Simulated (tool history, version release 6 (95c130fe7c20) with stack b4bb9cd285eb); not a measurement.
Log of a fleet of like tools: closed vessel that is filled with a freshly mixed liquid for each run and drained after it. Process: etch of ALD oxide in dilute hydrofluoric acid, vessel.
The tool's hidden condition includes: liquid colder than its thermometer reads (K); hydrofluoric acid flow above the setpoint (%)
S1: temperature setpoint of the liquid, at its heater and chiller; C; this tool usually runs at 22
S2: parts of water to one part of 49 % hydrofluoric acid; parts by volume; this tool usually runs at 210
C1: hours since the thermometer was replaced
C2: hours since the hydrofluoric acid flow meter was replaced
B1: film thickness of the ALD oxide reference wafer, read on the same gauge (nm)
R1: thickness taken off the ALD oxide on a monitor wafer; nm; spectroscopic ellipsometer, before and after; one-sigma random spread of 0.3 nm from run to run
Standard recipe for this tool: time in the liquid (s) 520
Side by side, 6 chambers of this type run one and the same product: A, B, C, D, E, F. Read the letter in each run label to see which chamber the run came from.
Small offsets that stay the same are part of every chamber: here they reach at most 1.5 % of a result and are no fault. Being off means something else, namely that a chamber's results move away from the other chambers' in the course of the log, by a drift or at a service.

-- hour=0.2 chamber B: thermometer replaced
run 1A hour=5.7 | S1=22 S2=210 time_in_the_liquid_(s)=520 | C1=793.8 C2=1621.7 | B1=119.99 | R1=35.463
run 2C hour=11.5 | S1=22 S2=210 time_in_the_liquid_(s)=520 | C1=1793.3 C2=292.1 | B1=120.04 | R1=34.621
run 3D hour=16.1 | S1=22 S2=210 time_in_the_liquid_(s)=520 | C1=1341.9 C2=2117 | B1=120 | R1=35.326
run 4F hour=22 | S1=22 S2=210 time_in_the_liquid_(s)=520 | C1=914.8 C2=956.1 | B1=119.97 | R1=35.065
run 5B hour=25.7 | S1=25 S2=125 time_in_the_liquid_(s)=520 | C1=25.5 C2=955.5 | B1=120 | R1=72.205
run 6E hour=28.8 | S1=25 S2=125 time_in_the_liquid_(s)=520 | C1=307.8 C2=197.6 | B1=120.03 | R1=75.186
run 7D hour=33 | S1=25 S2=125 time_in_the_liquid_(s)=520 | C1=1358.8 C2=2133.9 | B1=119.96 | R1=73.177
run 8F hour=36.2 | S1=25 S2=125 time_in_the_liquid_(s)=520 | C1=929 C2=970.3 | B1=119.98 | R1=71.947
run 9B hour=40.7 | S1=25 S2=125 time_in_the_liquid_(s)=520 | C1=40.5 C2=970.5 | B1=120 | R1=72.712
run 10A hour=46.5 | S1=25 S2=125 time_in_the_liquid_(s)=520 | C1=834.6 C2=1662.5 | B1=119.98 | R1=72.212
-- hour=50.9 chamber F: hydrofluoric acid flow meter replaced
run 11E hour=51.4 | S1=22 S2=210 time_in_the_liquid_(s)=520 | C1=330.4 C2=220.2 | B1=120.02 | R1=35.812
run 12C hour=55.9 | S1=22 S2=210 time_in_the_liquid_(s)=520 | C1=1837.7 C2=336.5 | B1=120 | R1=35.276
run 13B hour=61.6 | S1=22 S2=295 time_in_the_liquid_(s)=520 | C1=61.4 C2=991.4 | B1=120.03 | R1=23.516
run 14C hour=66.5 | S1=22 S2=295 time_in_the_liquid_(s)=520 | C1=1848.3 C2=347.1 | B1=120.01 | R1=22.53
run 15A hour=71.5 | S1=22 S2=295 time_in_the_liquid_(s)=520 | C1=859.6 C2=1687.5 | B1=119.99 | R1=22.851
run 16F hour=77.2 | S1=22 S2=295 time_in_the_liquid_(s)=520 | C1=970 C2=26.3 | B1=120.02 | R1=23.019
run 17E hour=83.1 | S1=22 S2=295 time_in_the_liquid_(s)=520 | C1=362.1 C2=251.9 | B1=119.96 | R1=23.783
run 18D hour=86.9 | S1=22 S2=295 time_in_the_liquid_(s)=520 | C1=1412.7 C2=2187.8 | B1=119.99 | R1=22.97
run 19E hour=89.8 | S1=22 S2=210 time_in_the_liquid_(s)=520 | C1=368.8 C2=258.6 | B1=119.96 | R1=36.009
run 20C hour=93.8 | S1=22 S2=210 time_in_the_liquid_(s)=520 | C1=1875.6 C2=374.4 | B1=119.99 | R1=34.985
run 21B hour=99.6 | S1=18 S2=210 time_in_the_liquid_(s)=735 | C1=99.4 C2=1029.4 | B1=119.98 | R1=43.183
run 22F hour=104.6 | S1=18 S2=210 time_in_the_liquid_(s)=735 | C1=997.4 C2=53.7 | B1=120.02 | R1=42.369
run 23D hour=108.4 | S1=18 S2=210 time_in_the_liquid_(s)=735 | C1=1434.2 C2=2209.3 | B1=120.02 | R1=42.75
run 24A hour=113.5 | S1=18 S2=210 time_in_the_liquid_(s)=735 | C1=901.6 C2=1729.5 | B1=120.03 | R1=40.968
run 25F hour=118.8 | S1=18 S2=210 time_in_the_liquid_(s)=735 | C1=1011.6 C2=67.9 | B1=119.97 | R1=42.128
run 26E hour=122.9 | S1=18 S2=210 time_in_the_liquid_(s)=735 | C1=401.9 C2=291.7 | B1=119.96 | R1=43.351
run 27B hour=125.5 | S1=22 S2=210 time_in_the_liquid_(s)=520 | C1=125.3 C2=1055.3 | B1=120.03 | R1=35.528
run 28C hour=131.6 | S1=22 S2=210 time_in_the_liquid_(s)=520 | C1=1913.4 C2=412.2 | B1=120.04 | R1=34.747
run 29A hour=136.6 | S1=22 S2=210 time_in_the_liquid_(s)=520 | C1=924.7 C2=1752.6 | B1=120 | R1=34.408
run 30D hour=140.5 | S1=22 S2=210 time_in_the_liquid_(s)=520 | C1=1466.3 C2=2241.4 | B1=119.99 | R1=35.635
run 31A hour=146.5 | S1=22 S2=210 time_in_the_liquid_(s)=520 | C1=934.6 C2=1762.5 | B1=119.99 | R1=33.967
run 32B hour=150.7 | S1=22 S2=210 time_in_the_liquid_(s)=520 | C1=150.5 C2=1080.5 | B1=120 | R1=35.508
run 33D hour=155.2 | S1=20.5 S2=305 time_in_the_liquid_(s)=520 | C1=1481 C2=2256.1 | B1=119.99 | R1=20.985
run 34F hour=160.5 | S1=20.5 S2=305 time_in_the_liquid_(s)=520 | C1=1053.3 C2=109.6 | B1=119.98 | R1=20.948
run 35C hour=165.8 | S1=20.5 S2=305 time_in_the_liquid_(s)=520 | C1=1947.6 C2=446.4 | B1=119.99 | R1=20.574
run 36E hour=169.6 | S1=20.5 S2=305 time_in_the_liquid_(s)=520 | C1=448.6 C2=338.4 | B1=120.01 | R1=21.195
run 37B hour=173.6 | S1=20.5 S2=305 time_in_the_liquid_(s)=520 | C1=173.4 C2=1103.4 | B1=120.02 | R1=21.248
run 38A hour=177.5 | S1=20.5 S2=305 time_in_the_liquid_(s)=520 | C1=965.6 C2=1793.5 | B1=119.96 | R1=20.163
run 39F hour=183 | S1=22 S2=210 time_in_the_liquid_(s)=520 | C1=1075.8 C2=132.1 | B1=119.98 | R1=35.118
run 40E hour=185.9 | S1=22 S2=210 time_in_the_liquid_(s)=520 | C1=464.9 C2=354.7 | B1=120 | R1=35.994
run 41C hour=188.9 | S1=22 S2=210 time_in_the_liquid_(s)=520 | C1=1970.7 C2=469.5 | B1=120.01 | R1=35.052
run 42D hour=191.6 | S1=22 S2=210 time_in_the_liquid_(s)=520 | C1=1517.4 C2=2292.5 | B1=120.01 | R1=36.162
run 43D hour=195.4 | S1=22 S2=145 time_in_the_liquid_(s)=520 | C1=1521.2 C2=2296.3 | B1=120.06 | R1=54.179

Is one chamber off against the others, does the gauge drift, or is nothing wrong? If a chamber is off, say which, and what the likeliest cause is.

Chamber A drifts away from the others.
Likeliest cause: liquid colder than its thermometer reads (K) = 1.26.
The log may not separate it from: hydrofluoric acid flow below the setpoint (%).

Below are 4 candidate recipes for chamber A's next run, each the usual settings with a change, their results shown as question marks. Which of them brings A's results back in line with what the other chambers give on the usual settings?
Counts as in line when no further than this from what the other chambers average on the usual settings: R1 1 nm
run 44A-1 hour=199.7 | S1=22 S2=215 time_in_the_liquid_(s)=505 | R1=?
run 44A-2 hour=199.7 | S1=19.5 S2=210 time_in_the_liquid_(s)=520 | R1=?
run 44A-3 hour=199.7 | S1=22 S2=210 time_in_the_liquid_(s)=575 | R1=?
run 44A-4 hour=199.7 | S1=22 S2=205 time_in_the_liquid_(s)=535 | R1=?

Average result of the remaining chambers running the usual settings: R1 35.322 nm
run=44A-1 R1=31.615
run=44A-2 R1=30.369
run=44A-3 R1=37.03
run=44A-4 R1=35.463
44A-4 puts the chamber back in line with the other chambers.
